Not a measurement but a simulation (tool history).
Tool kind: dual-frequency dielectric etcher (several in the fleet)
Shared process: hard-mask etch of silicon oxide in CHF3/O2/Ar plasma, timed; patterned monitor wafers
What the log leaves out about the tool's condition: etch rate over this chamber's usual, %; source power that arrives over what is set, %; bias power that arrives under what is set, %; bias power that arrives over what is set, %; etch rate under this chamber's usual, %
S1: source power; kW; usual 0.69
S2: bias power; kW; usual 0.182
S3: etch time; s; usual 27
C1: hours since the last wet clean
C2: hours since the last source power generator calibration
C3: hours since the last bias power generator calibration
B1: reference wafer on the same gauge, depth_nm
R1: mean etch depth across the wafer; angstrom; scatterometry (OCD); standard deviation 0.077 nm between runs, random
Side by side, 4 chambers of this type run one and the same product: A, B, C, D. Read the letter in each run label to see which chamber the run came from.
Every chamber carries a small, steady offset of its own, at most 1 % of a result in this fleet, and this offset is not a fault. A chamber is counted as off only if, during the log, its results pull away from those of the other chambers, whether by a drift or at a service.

run,hour,S1,S2,S3,C1,C2,C3,B1,R1
1A,7.3,0.69,0.182,27,364.9,1028.2,1158.5,55.533,565.6
2C,12.4,0.69,0.182,27,71.5,681.8,18.1,55.515,564.41
3B,18.8,0.69,0.182,27,228.1,3044.9,1826.4,55.531,560.98
4D,25.4,0.69,0.182,27,38.9,4083.2,1087.5,55.539,566.8
5B,31.3,0.69,0.182,27,240.6,3057.4,1838.9,55.561,561.97
6C,36.1,0.69,0.182,27,95.2,705.5,41.8,55.565,565.67
7D,43.8,0.69,0.196,33,57.3,4101.6,1105.9,55.567,708.39
8A,49,0.69,0.196,33,406.6,1069.9,1200.2,55.573,710.91
9A,56.1,0.69,0.196,33,413.7,1077,1207.3,55.568,711.55
10D,59.9,0.69,0.196,33,73.4,4117.7,1122,55.602,710.17
# hour 61.8: chamber A: wet clean of the chamber
11B,66.6,0.69,0.182,27,275.9,3092.7,1874.2,55.619,561.71
12C,73.7,0.69,0.182,27,132.8,743.1,79.4,55.609,566.1
13C,81.4,0.69,0.182,27,140.5,750.8,87.1,55.647,566.28
14D,87.9,0.69,0.182,27,101.4,4145.7,1150,55.637,566.02
15A,94.5,0.81,0.16,27,32.7,1115.4,1245.7,55.662,578.77
16B,102.2,0.81,0.16,27,311.5,3128.3,1909.8,55.653,574.07
17C,109,0.81,0.16,27,168.1,778.4,114.7,55.674,577.66
18B,114.7,0.81,0.16,27,324,3140.8,1922.3,55.696,572.12
19D,122,0.69,0.182,27,135.5,4179.8,1184.1,55.691,566.41
20A,129.9,0.69,0.182,27,68.1,1150.8,1281.1,55.728,568.1
21C,137.5,0.69,0.182,27,196.6,806.9,143.2,55.721,567.91
22B,143.4,0.69,0.182,27,352.7,3169.5,1951,55.759,561.33
23A,150.1,0.69,0.182,27,88.3,1171,1301.3,55.757,569.19
# hour 151.9: chamber B: wet clean of the chamber
# hour 152.3: chamber D: source power generator calibrated
24D,154.6,0.69,0.158,32,168.1,2.3,1216.7,55.759,641.17
25A,159.8,0.69,0.158,32,98,1180.7,1311,55.78,643.65
26C,166,0.69,0.158,32,225.1,835.4,171.7,55.783,640.96
27B,172.6,0.69,0.158,32,20.7,3198.7,1980.2,55.793,637.33
28D,176.6,0.69,0.182,27,190.1,24.3,1238.7,55.82,567.92
29A,182.8,0.69,0.182,27,121,1203.7,1334,55.812,569.9

The same settings go to every chamber for the next run, one line per chamber below. Forecast the results for each:
30A,188.6,0.69,0.213,27,,,,,?
30B,188.6,0.69,0.213,27,,,,,?
30C,188.6,0.69,0.213,27,,,,,?
30D,188.6,0.69,0.213,27,,,,,?

run,R1
30A,600.01
30B,592.82
30C,598.8
30D,598.49
